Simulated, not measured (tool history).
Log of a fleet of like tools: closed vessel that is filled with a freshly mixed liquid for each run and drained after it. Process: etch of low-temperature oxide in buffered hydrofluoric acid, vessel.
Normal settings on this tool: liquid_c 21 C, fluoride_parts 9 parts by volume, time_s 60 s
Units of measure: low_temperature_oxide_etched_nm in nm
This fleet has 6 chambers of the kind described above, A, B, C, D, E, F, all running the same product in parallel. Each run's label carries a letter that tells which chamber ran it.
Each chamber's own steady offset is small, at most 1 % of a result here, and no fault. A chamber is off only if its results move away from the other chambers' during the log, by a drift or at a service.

run	hour	liquid_c	fluoride_parts	time_s	hours since the thermometer was replaced	hours since the hydrofluoric acid flow meter was replaced	read-back film thickness of the low-temperature oxide reference wafer, read on the same gauge (nm)	low_temperature_oxide_etched_nm
1C	6.3	21	9	60	343.2	481.9	60.019	148.22
2D	9.6	21	9	60	448.6	844.4	59.993	143.7
3E	16.7	21	9	60	190.6	388.3	59.992	147.28
4F	22.2	21	9	60	168.6	490.7	59.979	148.53
5B	27.3	21	9	60	927.5	1034.5	59.987	148.02
6A	33.6	21	9	60	58.9	888.4	59.986	144.82
7F	39	21	9	60	185.4	507.5	60.007	143.66
8D	42.8	21	11	60	481.8	877.6	59.971	125.21
9E	46.4	21	11	60	220.3	418	60.01	124.03
10C	51.5	21	11	60	388.4	527.1	59.992	125.12
11A	56.8	21	11	60	82.1	911.6	60.002	124.5
12B	63.3	21	11	60	963.5	1070.5	60.01	124.1
13F	67.9	21	11	60	214.3	536.4	59.983	122.45
14E	71.4	21	9	60	245.3	443	60.005	147.73
15C	74.6	21	9	60	411.5	550.2	59.981	147.69
16A	77.9	21	9	60	103.2	932.7	59.995	144.98
17D	82.4	21	9	60	521.4	917.2	60.004	145.87
18B	89.1	21	9	60	989.3	1096.3	60.018	144.86
19B	94.9	21	9	60	995.1	1102.1	60.004	145.03
20F	100.6	21	9	60	247	569.1	60.002	139.97
# hour 102.5: chamber A: hydrofluoric acid flow meter replaced
21D	104.4	21	9	60	543.4	939.2	59.991	145.18
22C	110.6	21	9	60	447.5	586.2	60.004	147.14
23E	115.7	21	5.5	70	289.6	487.3	60.006	280.74
24A	121	21	5.5	70	146.3	18.6	60.016	274.95
25E	127.4	21	5.5	70	301.3	499	59.997	275.24
26A	131.2	21	5.5	70	156.5	28.8	59.981	274.78
27B	134.8	21	5.5	70	1035	1142	59.992	274.13
28C	140.6	21	5.5	70	477.5	616.2	60.002	277.37
29F	147.3	21	9	60	293.7	615.8	60.007	132.19
30D	151.7	21	9	60	590.7	986.5	59.996	143
31E	156.9	21	9	60	330.8	528.5	59.984	146.68
32C	163.3	21	9	60	500.2	638.9	60.007	145.91
33B	169.9	21	9	60	1070.1	1177.1	59.997	145.06
34A	177	21	9	60	202.3	74.6	59.989	146.64
35D	182.4	21	9	60	621.4	1017.2	59.996	144.47
36F	187.4	21	9	60	333.8	655.9	59.998	131.81
37C	191.6	17	7	60	528.5	667.2	59.995	154.48
38E	198.2	17	7	60	372.1	569.8	59.999	152.61

Is one chamber out of step, is the gauge drifting, or do the chambers differ by no more than their own small offsets? For an off chamber, give its letter and the likeliest cause.

Chamber F drifts away from the others.
Likeliest cause: liquid colder than its thermometer reads (K) = 2.36.

Which of the 4 candidates below, each the usual settings with something changed and its results left as question marks, puts chamber F back in line with what the other chambers give on the usual settings?
Counts as in line when no further than this from what the other chambers average on the usual settings: low_temperature_oxide_etched_nm 4.8 nm
39F-1	203.2	20.5	9.5	60				?
39F-2	203.2	21	8	60				?
39F-3	203.2	21	8.5	60				?
39F-4	203.2	20	10	60				?

Average result of the remaining chambers running the usual settings: low_temperature_oxide_etched_nm 146.56 nm
run	low_temperature_oxide_etched_nm
39F-1	121.41
39F-2	146.36
39F-3	137.18
39F-4	114.29
The answer is 39F-2, which returns the chamber to within the allowed miss of the others.
